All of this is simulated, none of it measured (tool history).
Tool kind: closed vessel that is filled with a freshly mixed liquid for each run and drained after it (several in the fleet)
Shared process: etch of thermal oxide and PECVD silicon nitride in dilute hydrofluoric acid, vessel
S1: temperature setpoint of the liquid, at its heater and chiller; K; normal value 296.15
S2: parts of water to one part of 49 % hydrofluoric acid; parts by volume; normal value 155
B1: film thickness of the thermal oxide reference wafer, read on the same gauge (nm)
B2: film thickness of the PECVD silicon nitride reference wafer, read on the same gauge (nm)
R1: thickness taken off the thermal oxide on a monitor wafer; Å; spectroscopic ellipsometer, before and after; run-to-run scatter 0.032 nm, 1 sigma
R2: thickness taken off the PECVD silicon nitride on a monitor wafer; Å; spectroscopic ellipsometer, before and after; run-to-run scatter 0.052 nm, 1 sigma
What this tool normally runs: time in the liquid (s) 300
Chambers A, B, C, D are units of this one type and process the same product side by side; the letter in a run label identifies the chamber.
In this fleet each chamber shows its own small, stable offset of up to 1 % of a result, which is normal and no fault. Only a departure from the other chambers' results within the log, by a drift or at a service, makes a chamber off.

{"run": "1C", "day": 0.362, "S1": 296.15, "S2": 155, "time in the liquid (s)": 300, "B1": 140.03, "B2": 150.01, "R1": 80.353, "R2": 71.209}
{"run": "2D", "day": 0.725, "S1": 296.15, "S2": 155, "time in the liquid (s)": 300, "B1": 139.96, "B2": 150.01, "R1": 81.055, "R2": 71.293}
{"run": "3A", "day": 0.992, "S1": 296.15, "S2": 155, "time in the liquid (s)": 300, "B1": 139.99, "B2": 150.05, "R1": 81.075, "R2": 71.633}
{"run": "4B", "day": 1.279, "S1": 296.15, "S2": 155, "time in the liquid (s)": 300, "B1": 139.98, "B2": 150.0, "R1": 79.937, "R2": 70.697}
{"run": "5B", "day": 1.792, "S1": 296.15, "S2": 155, "time in the liquid (s)": 300, "B1": 140.0, "B2": 150.0, "R1": 79.96, "R2": 71.956}
{"run": "6C", "day": 2.092, "S1": 296.15, "S2": 155, "time in the liquid (s)": 300, "B1": 140.0, "B2": 150.01, "R1": 80.092, "R2": 71.095}
{"run": "7A", "day": 2.429, "S1": 296.15, "S2": 155, "time in the liquid (s)": 300, "B1": 140.02, "B2": 149.97, "R1": 80.926, "R2": 71.865}
{"day": 2.879, "done": "chamber C: thermometer replaced"}
{"run": "8D", "day": 2.979, "S1": 296.15, "S2": 155, "time in the liquid (s)": 405, "B1": 139.99, "B2": 149.95, "R1": 108.52, "R2": 96.351}
{"run": "9A", "day": 3.392, "S1": 296.15, "S2": 155, "time in the liquid (s)": 405, "B1": 139.99, "B2": 150.08, "R1": 108.54, "R2": 95.387}
{"run": "10D", "day": 3.717, "S1": 296.15, "S2": 155, "time in the liquid (s)": 405, "B1": 139.99, "B2": 150.02, "R1": 109.88, "R2": 97.053}
{"run": "11C", "day": 4.1, "S1": 296.15, "S2": 155, "time in the liquid (s)": 405, "B1": 139.98, "B2": 150.0, "R1": 109.17, "R2": 96.161}
{"run": "12B", "day": 4.608, "S1": 296.15, "S2": 155, "time in the liquid (s)": 300, "B1": 140.01, "B2": 150.03, "R1": 79.829, "R2": 72.048}
{"run": "13C", "day": 5.029, "S1": 296.15, "S2": 155, "time in the liquid (s)": 300, "B1": 139.98, "B2": 149.98, "R1": 80.322, "R2": 71.714}
{"run": "14B", "day": 5.438, "S1": 296.15, "S2": 155, "time in the liquid (s)": 300, "B1": 139.99, "B2": 150.0, "R1": 80.677, "R2": 70.718}
{"run": "15A", "day": 5.729, "S1": 296.15, "S2": 155, "time in the liquid (s)": 300, "B1": 140.02, "B2": 149.99, "R1": 81.081, "R2": 71.209}
{"run": "16D", "day": 6.196, "S1": 296.15, "S2": 155, "time in the liquid (s)": 300, "B1": 140.02, "B2": 150.02, "R1": 81.195, "R2": 70.814}
{"run": "17B", "day": 6.683, "S1": 296.15, "S2": 155, "time in the liquid (s)": 300, "B1": 139.98, "B2": 150.01, "R1": 80.077, "R2": 72.688}
{"run": "18D", "day": 6.962, "S1": 296.15, "S2": 155, "time in the liquid (s)": 300, "B1": 140.0, "B2": 150.03, "R1": 80.817, "R2": 71.534}
{"run": "19C", "day": 7.388, "S1": 296.15, "S2": 155, "time in the liquid (s)": 300, "B1": 139.99, "B2": 149.99, "R1": 80.697, "R2": 71.909}
{"run": "20A", "day": 7.808, "S1": 296.15, "S2": 155, "time in the liquid (s)": 300, "B1": 140.0, "B2": 150.04, "R1": 81.244, "R2": 70.494}
{"run": "21B", "day": 8.175, "S1": 296.15, "S2": 155, "time in the liquid (s)": 300, "B1": 140.0, "B2": 150.01, "R1": 79.868, "R2": 71.444}
{"run": "22D", "day": 8.7, "S1": 296.15, "S2": 225, "time in the liquid (s)": 205, "B1": 139.98, "B2": 149.96, "R1": 35.424, "R2": 33.755}
{"run": "23C", "day": 9.254, "S1": 296.15, "S2": 225, "time in the liquid (s)": 205, "B1": 140.01, "B2": 149.95, "R1": 35.304, "R2": 33.979}
{"run": "24A", "day": 9.562, "S1": 296.15, "S2": 225, "time in the liquid (s)": 205, "B1": 140.01, "B2": 150.02, "R1": 35.493, "R2": 33.202}
{"run": "25B", "day": 9.975, "S1": 296.15, "S2": 225, "time in the liquid (s)": 205, "B1": 139.97, "B2": 150.02, "R1": 35.378, "R2": 34.294}
{"run": "26A", "day": 10.292, "S1": 296.15, "S2": 155, "time in the liquid (s)": 300, "B1": 139.99, "B2": 149.97, "R1": 80.97, "R2": 71.57}
{"run": "27D", "day": 10.704, "S1": 296.15, "S2": 155, "time in the liquid (s)": 300, "B1": 140.01, "B2": 150.0, "R1": 80.916, "R2": 70.512}
{"day": 11.046, "done": "chamber A: hydrofluoric acid flow meter replaced"}
{"run": "28C", "day": 11.15, "S1": 296.15, "S2": 155, "time in the liquid (s)": 300, "B1": 140.02, "B2": 150.06, "R1": 80.193, "R2": 71.186}
{"run": "29D", "day": 11.688, "S1": 296.15, "S2": 155, "time in the liquid (s)": 300, "B1": 139.99, "B2": 150.06, "R1": 80.922, "R2": 71.442}
{"run": "30B", "day": 12.042, "S1": 296.15, "S2": 155, "time in the liquid (s)": 300, "B1": 140.02, "B2": 149.99, "R1": 80.251, "R2": 71.514}
{"run": "31A", "day": 12.562, "S1": 296.15, "S2": 155, "time in the liquid (s)": 300, "B1": 140.0, "B2": 150.01, "R1": 80.203, "R2": 69.81}

What goes on in this fleet: one chamber off, a drifting gauge, or nothing beyond the chambers' own small offsets? Name the chamber and the cause, if any.

The fleet is healthy, with each chamber sitting at its usual small offset and no drift in the gauge.

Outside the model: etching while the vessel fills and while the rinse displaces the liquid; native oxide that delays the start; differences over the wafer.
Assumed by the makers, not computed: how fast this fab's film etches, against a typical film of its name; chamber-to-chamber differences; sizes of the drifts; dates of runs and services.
